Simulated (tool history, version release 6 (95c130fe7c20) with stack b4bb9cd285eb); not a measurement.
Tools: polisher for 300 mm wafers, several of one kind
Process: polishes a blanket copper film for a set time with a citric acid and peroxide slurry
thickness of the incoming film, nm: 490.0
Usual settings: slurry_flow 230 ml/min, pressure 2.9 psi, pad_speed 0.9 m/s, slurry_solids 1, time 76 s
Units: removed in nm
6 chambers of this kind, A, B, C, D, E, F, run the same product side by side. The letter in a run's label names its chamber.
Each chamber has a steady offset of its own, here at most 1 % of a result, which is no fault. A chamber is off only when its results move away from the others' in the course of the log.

| run | hour | slurry_flow | pressure | pad_speed | slurry_solids | time | wafers polished on this pad | hours since the slurry nozzle was cleaned | hours since the head pressure was calibrated | hours since the slurry blender was calibrated | removed |
|---|---|---|---|---|---|---|---|---|---|---|---|
| 1E | 4.5 | 230 | 2.9 | 0.9 | 1 | 76 | 1110 | 108 | 995.7 | 159.6 | 146.29 |
|  | 4.8 | chamber C: worn pad replaced by a new one |
|  | 5.1 | chamber C: slurry blender recalibrated |
| 2B | 10.5 | 230 | 2.9 | 0.9 | 1 | 76 | 737 | 266.2 | 205.2 | 52.8 | 145.9 |
|  | 17.7 | chamber D: worn pad replaced by a new one |
| 3C | 19 | 230 | 2.9 | 0.9 | 1 | 76 | 112 | 568.4 | 536.5 | 13.9 | 148.92 |
| 4F | 25.9 | 230 | 2.9 | 0.9 | 1 | 76 | 839 | 259.2 | 1140.8 | 231.7 | 149.23 |
| 5D | 36.1 | 230 | 2.9 | 0.9 | 1 | 76 | 145 | 71.1 | 271.4 | 290.4 | 144.53 |
| 6A | 41.1 | 230 | 2.9 | 0.9 | 1 | 76 | 660 | 515.9 | 294.7 | 189.7 | 144.45 |
|  | 46 | chamber E: worn pad replaced by a new one |
|  | 48 | chamber B: worn pad replaced by a new one |
| 7D | 48.3 | 230 | 2.9 | 0.9 | 1 | 76 | 241 | 83.3 | 283.6 | 302.6 | 145.32 |
|  | 51.9 | chamber E: head pressure recalibrated |
| 8C | 54.2 | 230 | 2.9 | 0.9 | 1 | 76 | 389 | 603.6 | 571.7 | 49.1 | 146.71 |
|  | 59.5 | chamber F: worn pad replaced by a new one |
|  | 60.1 | chamber A: worn pad replaced by a new one |
| 9F | 62.8 | 230 | 2.9 | 0.9 | 1 | 76 | 26 | 296.1 | 1177.7 | 268.6 | 145.82 |
| 10B | 68.3 | 230 | 2.9 | 0.9 | 1 | 76 | 159 | 324 | 263 | 110.6 | 146.16 |
|  | 69.7 | chamber F: slurry nozzle cleaned |
| 11A | 75.7 | 230 | 2.9 | 0.9 | 1 | 76 | 123 | 550.5 | 329.3 | 224.3 | 144.01 |
|  | 76.1 | chamber F: head pressure recalibrated |
| 12E | 82.9 | 230 | 2.9 | 0.9 | 1 | 76 | 291 | 186.4 | 31 | 238 | 148.43 |
|  | 84.4 | chamber A: slurry blender recalibrated |
| 13A | 90.5 | 230 | 2.9 | 0.9 | 1 | 76 | 239 | 565.3 | 344.1 | 6.2 | 146 |
| 14E | 96.3 | 230 | 2.9 | 0.9 | 1 | 76 | 396 | 199.8 | 44.4 | 251.4 | 144.15 |
| 15D | 101.7 | 230 | 2.9 | 0.9 | 1 | 76 | 661 | 136.7 | 337 | 356 | 147.31 |
| 16B | 106.6 | 230 | 2.9 | 0.7 | 1.15 | 76 | 461 | 362.3 | 301.3 | 148.9 | 119.39 |
|  | 111.3 | chamber B: slurry nozzle cleaned |
| 17C | 116.4 | 230 | 2.9 | 0.7 | 1.15 | 76 | 878 | 665.8 | 633.9 | 111.3 | 117.93 |
|  | 116.7 | chamber C: worn pad replaced by a new one |
| 18F | 124 | 230 | 2.9 | 0.7 | 1.15 | 76 | 508 | 54.4 | 48 | 329.8 | 120.21 |
| 19B | 134.1 | 230 | 2.9 | 0.7 | 1.15 | 76 | 677 | 22.9 | 328.8 | 176.4 | 119.35 |
| 20E | 141.4 | 230 | 2.9 | 0.7 | 1.15 | 76 | 751 | 244.9 | 89.5 | 296.5 | 117.05 |
|  | 147 | chamber D: worn pad replaced by a new one |
| 21A | 147.3 | 230 | 2.9 | 0.7 | 1.15 | 76 | 686 | 622.1 | 400.9 | 63 | 116.95 |
|  | 147.6 | chamber A: worn pad replaced by a new one |
|  | 155 | chamber F: slurry blender recalibrated |
| 22F | 155.4 | 230 | 2.9 | 0.9 | 1 | 76 | 755 | 85.8 | 79.4 | 0.4 | 143.16 |
|  | 160.7 | chamber D: slurry blender recalibrated |
| 23C | 161.5 | 230 | 2.9 | 0.9 | 1 | 76 | 352 | 710.9 | 679 | 156.4 | 145.63 |
| 24D | 167.3 | 230 | 2.9 | 0.9 | 1 | 76 | 159 | 202.3 | 402.6 | 6.7 | 149.13 |
|  | 174.4 | chamber B: worn pad replaced by a new one |
| 25F | 176.6 | 230 | 2.9 | 0.9 | 1 | 76 | 922 | 107 | 100.6 | 21.6 | 149.34 |
|  | 180 | chamber E: slurry blender recalibrated |
| 26D | 186.8 | 230 | 2.9 | 0.66 | 1 | 76 | 313 | 221.8 | 422.1 | 26.2 | 109.04 |
|  | 187.5 | chamber F: worn pad replaced by a new one |
|  | 189.7 | chamber C: head pressure recalibrated |
| 27E | 195.8 | 230 | 2.9 | 0.66 | 1 | 76 | 1179 | 299.3 | 143.9 | 15.9 | 107.84 |
| 28C | 200.9 | 230 | 2.9 | 0.66 | 1 | 76 | 662 | 750.3 | 11.3 | 195.8 | 110.39 |
| 29A | 209.7 | 230 | 2.9 | 0.66 | 1 | 76 | 489 | 684.5 | 463.3 | 125.4 | 105.26 |
|  | 214.6 | chamber C: slurry nozzle cleaned |
| 30B | 215.5 | 230 | 2.9 | 0.66 | 1 | 76 | 323 | 104.3 | 410.2 | 257.8 | 107.24 |
|  | 222.7 | chamber A: head pressure recalibrated |
| 31B | 223.4 | 230 | 2.9 | 0.66 | 1 | 76 | 385 | 112.2 | 418.1 | 265.7 | 109.13 |
| 32A | 232.7 | 230 | 2.9 | 0.9 | 1 | 76 | 670 | 707.5 | 10 | 148.4 | 148.14 |
|  | 234.1 | chamber E: worn pad replaced by a new one |
| 33C | 240.9 | 230 | 2.9 | 0.9 | 1 | 76 | 977 | 26.3 | 51.3 | 235.8 | 146.56 |
| 34D | 246.2 | 230 | 2.9 | 0.9 | 1 | 76 | 781 | 281.2 | 481.5 | 85.6 | 141.25 |
|  | 252 | chamber A: worn pad replaced by a new one |
| 35E | 252 | 160 | 2.9 | 0.9 | 1 | 88 | 141 | 355.5 | 200.1 | 72.1 | 160.88 |
|  | 254.1 | chamber C: worn pad replaced by a new one |
| 36F | 256.9 | 160 | 2.9 | 0.9 | 1 | 88 | 546 | 187.3 | 180.9 | 101.9 | 160.76 |
| 37B | 265.3 | 160 | 2.9 | 0.9 | 1 | 88 | 715 | 154.1 | 460 | 307.6 | 155.92 |
|  | 269.7 | chamber D: worn pad replaced by a new one |
| 38C | 271.2 | 160 | 2.9 | 0.9 | 1 | 88 | 134 | 56.6 | 81.6 | 266.1 | 160.12 |
| 39F | 281.4 | 160 | 2.9 | 0.9 | 1 | 88 | 739 | 211.8 | 205.4 | 126.4 | 159.91 |
| 40E | 287.8 | 160 | 2.9 | 0.9 | 1 | 88 | 423 | 391.3 | 235.9 | 107.9 | 157.79 |
|  | 288.3 | chamber B: head pressure recalibrated |
| 41A | 296.8 | 165 | 2.9 | 0.9 | 1 | 76 | 353 | 771.6 | 74.1 | 212.5 | 140.51 |
| 42D | 304.6 | 165 | 2.9 | 0.9 | 1 | 76 | 274 | 339.6 | 539.9 | 144 | 142.75 |
| 43A | 311.8 | 165 | 2.9 | 0.9 | 1 | 76 | 471 | 786.6 | 89.1 | 227.5 | 139.63 |
| 44B | 317.6 | 165 | 2.9 | 0.9 | 1 | 76 | 1127 | 206.4 | 29.4 | 359.9 | 139.14 |

Is one chamber off against the others, does the gauge drift, or is nothing wrong? If a chamber is off, say which, and what the likeliest cause is.

No chamber stands off beyond its own small offset, and the gauge holds steady.

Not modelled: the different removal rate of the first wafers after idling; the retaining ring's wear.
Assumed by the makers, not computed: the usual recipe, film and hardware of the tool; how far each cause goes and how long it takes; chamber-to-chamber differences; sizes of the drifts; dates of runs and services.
